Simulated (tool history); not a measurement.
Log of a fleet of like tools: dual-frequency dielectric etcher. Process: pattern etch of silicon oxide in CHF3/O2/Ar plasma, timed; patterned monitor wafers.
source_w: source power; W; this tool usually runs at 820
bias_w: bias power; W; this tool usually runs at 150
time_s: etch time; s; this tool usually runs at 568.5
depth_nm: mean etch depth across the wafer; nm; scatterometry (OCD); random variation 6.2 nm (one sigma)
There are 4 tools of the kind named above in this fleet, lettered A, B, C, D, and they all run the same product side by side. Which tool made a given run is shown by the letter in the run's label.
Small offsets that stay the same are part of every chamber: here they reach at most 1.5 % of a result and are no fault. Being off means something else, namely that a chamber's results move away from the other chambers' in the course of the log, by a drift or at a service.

| run | hour | source_w | bias_w | time_s | read-back reference wafer on the same gauge, depth_nm | depth_nm |
|---|---|---|---|---|---|---|
| 1B | 2.2 | 820 | 150 | 568.5 | 1160.1 | 1185.7 |
| 2C | 6.4 | 820 | 150 | 568.5 | 1158.8 | 1203.3 |
| 3D | 9.7 | 820 | 150 | 568.5 | 1160.0 | 1190.7 |
| 4A | 12.4 | 820 | 150 | 568.5 | 1160.1 | 1191.4 |
| 5A | 15.6 | 820 | 150 | 568.5 | 1160.9 | 1182.0 |
| 6D | 17.9 | 820 | 150 | 568.5 | 1161.6 | 1193.1 |
| 7B | 20.2 | 820 | 135 | 507.5 | 1160.9 | 1022.4 |
| 8C | 22.9 | 820 | 135 | 507.5 | 1159.4 | 1034.0 |
| 9C | 25.5 | 820 | 135 | 507.5 | 1160.5 | 1039.3 |
| 10D | 29.2 | 820 | 135 | 507.5 | 1161.5 | 1023.6 |
| 11B | 33.2 | 820 | 150 | 568.5 | 1159.1 | 1178.8 |
| 12A | 37.0 | 820 | 150 | 568.5 | 1160.5 | 1184.9 |
| 13B | 39.6 | 820 | 150 | 568.5 | 1158.7 | 1189.6 |
| 14D | 43.7 | 930 | 150 | 568.5 | 1159.4 | 1258.8 |
| 15A | 47.7 | 930 | 150 | 568.5 | 1159.3 | 1235.9 |
|  | 49.9 | chamber D: wet clean of the chamber |
| 16C | 51.3 | 930 | 150 | 568.5 | 1160.7 | 1258.6 |
| 17A | 54.3 | 930 | 150 | 568.5 | 1159.6 | 1241.5 |
| 18C | 56.8 | 820 | 150 | 568.5 | 1159.9 | 1184.9 |
| 19B | 60.3 | 820 | 150 | 568.5 | 1159.2 | 1182.2 |
| 20D | 62.7 | 820 | 150 | 568.5 | 1159.7 | 1257.0 |
| 21B | 66.0 | 820 | 150 | 568.5 | 1160.8 | 1174.8 |
| 22C | 68.1 | 820 | 150 | 568.5 | 1159.0 | 1198.2 |
| 23A | 71.4 | 820 | 150 | 568.5 | 1162.1 | 1183.1 |
| 24D | 74.0 | 820 | 150 | 568.5 | 1159.6 | 1250.6 |
| 25C | 76.3 | 820 | 150 | 568.5 | 1158.0 | 1195.3 |
| 26B | 80.0 | 820 | 150 | 568.5 | 1162.4 | 1180.7 |
| 27A | 83.4 | 820 | 150 | 568.5 | 1159.9 | 1187.9 |
| 28D | 85.4 | 820 | 150 | 568.5 | 1160.0 | 1255.9 |
| 29D | 88.8 | 750 | 175 | 568.5 | 1160.5 | 1263.2 |
| 30A | 92.3 | 750 | 175 | 568.5 | 1159.5 | 1193.2 |
| 31C | 96.5 | 750 | 175 | 568.5 | 1159.4 | 1209.3 |
| 32B | 100.1 | 750 | 175 | 568.5 | 1159.4 | 1197.6 |
| 33D | 102.6 | 820 | 150 | 568.5 | 1160.5 | 1247.1 |
| 34C | 104.6 | 820 | 150 | 568.5 | 1160.2 | 1187.4 |

One chamber off, gauge drift, or nothing amiss beyond the chambers' own small offsets? If it is a chamber, which one, and what is the likeliest cause?

A service on chamber D put it out of line with the rest.
Cause: etch rate over this chamber's usual, % = 4.93.

Chamber D could run next with any of the 4 candidate recipes listed below; each alters the usual settings, and their results appear as question marks. Which one brings its results back in line with what the other chambers deliver on the usual settings?
To be in line, a result may differ from the other chambers' mean on the usual settings by at most: depth_nm 22.0 nm
| 35D-1 | 107.7 | 810 | 148 | 542.0 |  | ? |
| 35D-2 | 107.7 | 930 | 150 | 568.5 |  | ? |
| 35D-3 | 107.7 | 820 | 150 | 579.5 |  | ? |
| 35D-4 | 107.7 | 820 | 149 | 559.0 |  | ? |

Average result of the remaining chambers running the usual settings: depth_nm 1184.3 nm
| run | depth_nm |
|---|---|
| 35D-1 | 1181.8 |
| 35D-2 | 1314.8 |
| 35D-3 | 1275.2 |
| 35D-4 | 1227.4 |
35D-1 brings the chamber back in line.

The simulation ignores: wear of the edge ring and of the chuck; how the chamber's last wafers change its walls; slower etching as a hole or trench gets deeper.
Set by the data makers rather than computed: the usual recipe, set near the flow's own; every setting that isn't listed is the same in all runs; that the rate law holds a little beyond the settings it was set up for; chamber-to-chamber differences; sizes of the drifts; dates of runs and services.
